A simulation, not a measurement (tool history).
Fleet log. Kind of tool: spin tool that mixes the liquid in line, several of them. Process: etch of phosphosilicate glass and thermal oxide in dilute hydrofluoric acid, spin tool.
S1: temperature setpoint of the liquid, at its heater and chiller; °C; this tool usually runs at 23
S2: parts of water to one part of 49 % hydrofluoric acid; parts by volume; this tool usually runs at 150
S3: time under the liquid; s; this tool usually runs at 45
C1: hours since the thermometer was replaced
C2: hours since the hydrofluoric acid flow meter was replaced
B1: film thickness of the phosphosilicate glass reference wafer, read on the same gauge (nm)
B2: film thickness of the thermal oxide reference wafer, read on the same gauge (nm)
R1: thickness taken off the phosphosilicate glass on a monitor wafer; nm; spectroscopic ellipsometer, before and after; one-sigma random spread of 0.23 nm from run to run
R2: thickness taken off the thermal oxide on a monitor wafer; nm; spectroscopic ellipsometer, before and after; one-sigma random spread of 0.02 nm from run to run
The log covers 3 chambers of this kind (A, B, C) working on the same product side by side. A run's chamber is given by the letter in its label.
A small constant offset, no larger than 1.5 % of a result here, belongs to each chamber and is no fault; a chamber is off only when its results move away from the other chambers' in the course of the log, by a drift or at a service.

{"run": "1A", "hour": 10.6, "S1": 23, "S2": 150, "S3": 45, "C1": 67.9, "C2": 1267.8, "B1": 120.01, "B2": 119.99, "R1": 25.146, "R2": 1.2531}
{"run": "2C", "hour": 17.8, "S1": 23, "S2": 150, "S3": 45, "C1": 710.3, "C2": 648.9, "B1": 120.05, "B2": 120.02, "R1": 25.126, "R2": 1.1895}
{"run": "3B", "hour": 24.0, "S1": 23, "S2": 150, "S3": 45, "C1": 513, "C2": 672, "B1": 120.01, "B2": 120.04, "R1": 26.052, "R2": 1.224}
{"run": "4A", "hour": 32.6, "S1": 23, "S2": 150, "S3": 45, "C1": 89.9, "C2": 1289.8, "B1": 120.01, "B2": 119.96, "R1": 25.296, "R2": 1.2537}
{"hour": 34.9, "done": "chamber C: hydrofluoric acid flow meter replaced"}
{"run": "5B", "hour": 42.9, "S1": 23, "S2": 150, "S3": 45, "C1": 531.9, "C2": 690.9, "B1": 119.99, "B2": 120.02, "R1": 25.328, "R2": 1.211}
{"run": "6C", "hour": 53.3, "S1": 23, "S2": 150, "S3": 65, "C1": 745.8, "C2": 18.4, "B1": 120.02, "B2": 119.98, "R1": 36.69, "R2": 1.7799}
{"run": "7A", "hour": 61.1, "S1": 23, "S2": 150, "S3": 65, "C1": 118.4, "C2": 1318.3, "B1": 119.99, "B2": 119.98, "R1": 36.451, "R2": 1.7456}
{"run": "8C", "hour": 70.9, "S1": 23, "S2": 150, "S3": 65, "C1": 763.4, "C2": 36, "B1": 120, "B2": 120.03, "R1": 36.037, "R2": 1.7355}
{"run": "9B", "hour": 76.6, "S1": 23, "S2": 150, "S3": 45, "C1": 565.6, "C2": 724.6, "B1": 120.01, "B2": 120, "R1": 25.224, "R2": 1.2187}
{"run": "10A", "hour": 81.9, "S1": 23, "S2": 150, "S3": 45, "C1": 139.2, "C2": 1339.1, "B1": 120.01, "B2": 120.01, "R1": 25.045, "R2": 1.1883}
{"run": "11B", "hour": 92.1, "S1": 23, "S2": 150, "S3": 45, "C1": 581.1, "C2": 740.1, "B1": 119.96, "B2": 120.02, "R1": 25.468, "R2": 1.2248}
{"run": "12C", "hour": 102.4, "S1": 23, "S2": 150, "S3": 45, "C1": 794.9, "C2": 67.5, "B1": 120.01, "B2": 119.99, "R1": 25.053, "R2": 1.2319}
{"run": "13A", "hour": 110.7, "S1": 23, "S2": 150, "S3": 45, "C1": 168, "C2": 1367.9, "B1": 119.97, "B2": 120.01, "R1": 25.176, "R2": 1.1991}
{"run": "14B", "hour": 119.6, "S1": 23, "S2": 150, "S3": 45, "C1": 608.6, "C2": 767.6, "B1": 120.01, "B2": 119.99, "R1": 25.716, "R2": 1.2037}
{"run": "15C", "hour": 130.2, "S1": 23, "S2": 150, "S3": 45, "C1": 822.7, "C2": 95.3, "B1": 120.01, "B2": 120.02, "R1": 24.759, "R2": 1.2236}
{"run": "16A", "hour": 139.1, "S1": 23, "S2": 150, "S3": 45, "C1": 196.4, "C2": 1396.3, "B1": 120.04, "B2": 120.01, "R1": 25.539, "R2": 1.2605}
{"run": "17C", "hour": 145.9, "S1": 23, "S2": 150, "S3": 45, "C1": 838.4, "C2": 111, "B1": 119.97, "B2": 119.99, "R1": 25.277, "R2": 1.2467}
{"run": "18B", "hour": 152.5, "S1": 23, "S2": 150, "S3": 45, "C1": 641.5, "C2": 800.5, "B1": 119.98, "B2": 120, "R1": 25.612, "R2": 1.2509}
{"run": "19B", "hour": 161.5, "S1": 23, "S2": 150, "S3": 45, "C1": 650.5, "C2": 809.5, "B1": 120.03, "B2": 119.98, "R1": 25.205, "R2": 1.2346}
{"run": "20C", "hour": 170.5, "S1": 23, "S2": 150, "S3": 45, "C1": 863, "C2": 135.6, "B1": 119.95, "B2": 120.01, "R1": 25.221, "R2": 1.2159}
{"run": "21A", "hour": 180.2, "S1": 23, "S2": 150, "S3": 45, "C1": 237.5, "C2": 1437.4, "B1": 120.03, "B2": 119.99, "R1": 25.788, "R2": 1.2444}
{"run": "22C", "hour": 188.0, "S1": 23, "S2": 150, "S3": 45, "C1": 880.5, "C2": 153.1, "B1": 119.93, "B2": 119.98, "R1": 25.562, "R2": 1.2035}
{"run": "23A", "hour": 192.7, "S1": 23, "S2": 150, "S3": 45, "C1": 250, "C2": 1449.9, "B1": 119.97, "B2": 120, "R1": 25.187, "R2": 1.2232}
{"hour": 195.0, "done": "chamber B: thermometer replaced"}
{"run": "24B", "hour": 199.1, "S1": 23, "S2": 150, "S3": 45, "C1": 4.1, "C2": 847.1, "B1": 119.98, "B2": 120.01, "R1": 25.59, "R2": 1.2403}
{"run": "25C", "hour": 208.3, "S1": 23, "S2": 150, "S3": 45, "C1": 900.8, "C2": 173.4, "B1": 119.99, "B2": 120, "R1": 25.084, "R2": 1.1872}
{"run": "26B", "hour": 213.4, "S1": 23, "S2": 150, "S3": 45, "C1": 18.4, "C2": 861.4, "B1": 120.03, "B2": 120.04, "R1": 25.483, "R2": 1.2404}
{"run": "27A", "hour": 220.4, "S1": 23, "S2": 150, "S3": 45, "C1": 277.7, "C2": 1477.6, "B1": 120, "B2": 120, "R1": 25.476, "R2": 1.2481}
{"run": "28B", "hour": 228.1, "S1": 23, "S2": 150, "S3": 45, "C1": 33.1, "C2": 876.1, "B1": 119.97, "B2": 120.01, "R1": 25.565, "R2": 1.2311}
{"run": "29A", "hour": 234.5, "S1": 20, "S2": 150, "S3": 55, "C1": 291.8, "C2": 1491.7, "B1": 119.97, "B2": 120, "R1": 27.412, "R2": 1.3397}
{"run": "30C", "hour": 242.4, "S1": 20, "S2": 150, "S3": 55, "C1": 934.9, "C2": 207.5, "B1": 120, "B2": 120.03, "R1": 27.493, "R2": 1.3484}
{"run": "31C", "hour": 249.9, "S1": 20, "S2": 150, "S3": 55, "C1": 942.4, "C2": 215, "B1": 120.01, "B2": 119.99, "R1": 27.275, "R2": 1.3354}
{"run": "32A", "hour": 257.6, "S1": 23, "S2": 150, "S3": 45, "C1": 314.9, "C2": 1514.8, "B1": 119.98, "B2": 120, "R1": 25.467, "R2": 1.2189}
{"run": "33B", "hour": 267.2, "S1": 23, "S2": 150, "S3": 45, "C1": 72.2, "C2": 915.2, "B1": 119.93, "B2": 119.99, "R1": 25.415, "R2": 1.2432}
{"run": "34C", "hour": 277.8, "S1": 23, "S2": 150, "S3": 45, "C1": 970.3, "C2": 242.9, "B1": 119.99, "B2": 119.98, "R1": 25.452, "R2": 1.2453}
{"run": "35B", "hour": 285.9, "S1": 23, "S2": 150, "S3": 45, "C1": 90.9, "C2": 933.9, "B1": 119.95, "B2": 120.01, "R1": 25.338, "R2": 1.2177}
{"run": "36A", "hour": 295.0, "S1": 23, "S2": 150, "S3": 45, "C1": 352.3, "C2": 1552.2, "B1": 120.02, "B2": 120, "R1": 25.081, "R2": 1.1882}

Which is it: a chamber that has drifted or been left off by a service, a gauge drift common to all chambers, or only each chamber's usual small offset? If a chamber is off, name it and its likeliest cause.

No chamber is off and the gauge is stable; the differences are just each chamber's small, constant offset.
